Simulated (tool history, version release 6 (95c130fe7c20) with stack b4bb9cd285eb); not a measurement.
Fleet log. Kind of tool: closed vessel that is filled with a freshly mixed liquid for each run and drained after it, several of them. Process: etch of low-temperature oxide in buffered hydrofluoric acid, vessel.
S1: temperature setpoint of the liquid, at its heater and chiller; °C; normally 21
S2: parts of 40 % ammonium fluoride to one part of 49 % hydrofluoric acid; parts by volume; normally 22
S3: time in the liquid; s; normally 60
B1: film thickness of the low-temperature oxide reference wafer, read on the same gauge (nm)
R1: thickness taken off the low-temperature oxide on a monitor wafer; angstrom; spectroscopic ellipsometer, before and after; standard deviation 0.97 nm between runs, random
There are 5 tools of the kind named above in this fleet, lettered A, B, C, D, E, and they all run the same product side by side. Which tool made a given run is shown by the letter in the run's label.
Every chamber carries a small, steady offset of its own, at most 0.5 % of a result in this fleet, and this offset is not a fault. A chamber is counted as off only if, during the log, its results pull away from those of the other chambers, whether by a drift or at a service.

run 1B hour=6.3 | S1=21 S2=22 S3=60 | B1=80.007 | R1=1236.20
run 2A hour=10.2 | S1=21 S2=22 S3=60 | B1=80.013 | R1=1235.50
run 3E hour=14.7 | S1=21 S2=22 S3=60 | B1=80.015 | R1=1232.70
run 4D hour=18.6 | S1=21 S2=22 S3=60 | B1=80.004 | R1=1216.40
run 5C hour=25.4 | S1=21 S2=22 S3=60 | B1=79.994 | R1=1239.70
run 6D hour=33.2 | S1=21 S2=22 S3=60 | B1=80.006 | R1=1218.40
run 7E hour=39.9 | S1=18 S2=22 S3=30 | B1=79.967 | R1=517.91
run 8A hour=45.3 | S1=18 S2=22 S3=30 | B1=80.029 | R1=525.72
run 9B hour=53.5 | S1=18 S2=22 S3=30 | B1=80.042 | R1=521.03
run 10C hour=61.0 | S1=18 S2=22 S3=30 | B1=79.981 | R1=522.09
run 11B hour=68.5 | S1=18 S2=22 S3=30 | B1=79.996 | R1=523.46
run 12C hour=73.7 | S1=21 S2=22 S3=60 | B1=79.976 | R1=1245.00
run 13A hour=77.6 | S1=21 S2=22 S3=60 | B1=80.030 | R1=1233.00
run 14E hour=84.7 | S1=21 S2=22 S3=60 | B1=79.998 | R1=1226.30
run 15D hour=92.7 | S1=21 S2=22 S3=60 | B1=79.995 | R1=1242.00
run 16E hour=98.8 | S1=21 S2=22 S3=60 | B1=79.987 | R1=1236.60
run 17B hour=103.2 | S1=21 S2=22 S3=60 | B1=80.019 | R1=1231.50
run 18A hour=110.0 | S1=21 S2=22 S3=60 | B1=80.009 | R1=1190.40
run 19D hour=117.8 | S1=21 S2=22 S3=60 | B1=79.997 | R1=1239.40
run 20C hour=122.6 | S1=21 S2=22 S3=60 | B1=79.951 | R1=1222.70
run 21C hour=128.3 | S1=21 S2=22 S3=60 | B1=80.015 | R1=1237.20
run 22E hour=133.8 | S1=18 S2=22 S3=75 | B1=79.997 | R1=1302.90
run 23D hour=137.8 | S1=18 S2=22 S3=75 | B1=80.012 | R1=1289.40
run 24B hour=145.9 | S1=18 S2=22 S3=75 | B1=80.017 | R1=1290.50
run 25A hour=150.2 | S1=18 S2=22 S3=75 | B1=79.988 | R1=1231.50
run 26A hour=155.6 | S1=18 S2=22 S3=75 | B1=79.975 | R1=1207.40
run 27E hour=162.5 | S1=21 S2=22 S3=60 | B1=80.023 | R1=1245.80
run 28C hour=166.8 | S1=21 S2=22 S3=60 | B1=80.005 | R1=1233.00
run 29D hour=174.3 | S1=21 S2=22 S3=40 | B1=80.004 | R1=816.00
run 30B hour=181.3 | S1=21 S2=22 S3=40 | B1=80.019 | R1=821.38
run 31A hour=188.4 | S1=21 S2=22 S3=40 | B1=80.024 | R1=740.87

What goes on in this fleet: one chamber off, a drifting gauge, or nothing beyond the chambers' own small offsets? Name the chamber and the cause, if any.

Little by little, chamber A moves away from the other chambers.
Most likely cause: liquid colder than its thermometer reads (K) = 1.94.
From this log alone, it may not be told apart from: hydrofluoric acid flow below the setpoint (%).

Here are 4 candidates for chamber A's next run, each the usual settings with a change, their results left as question marks. Which one brings its results back in line with what the others give on the usual settings?
Allowed miss from the other chambers' usual-settings mean, per result, to count as in line: R1 34.00 angstrom
run 32A-1 hour=194.3 | S1=21 S2=18.0 S3=60 | R1=?
run 32A-2 hour=194.3 | S1=21 S2=28.0 S3=60 | R1=?
run 32A-3 hour=194.3 | S1=22 S2=20.5 S3=60 | R1=?
run 32A-4 hour=194.3 | S1=21 S2=22.5 S3=55 | R1=?

The mean the other chambers reach with the usual settings: R1 1233.70 angstrom
run=32A-1 R1=1317.50
run=32A-2 R1=943.75
run=32A-3 R1=1235.50
run=32A-4 R1=1005.10
The answer is 32A-3, which returns the chamber to within the allowed miss of the others.
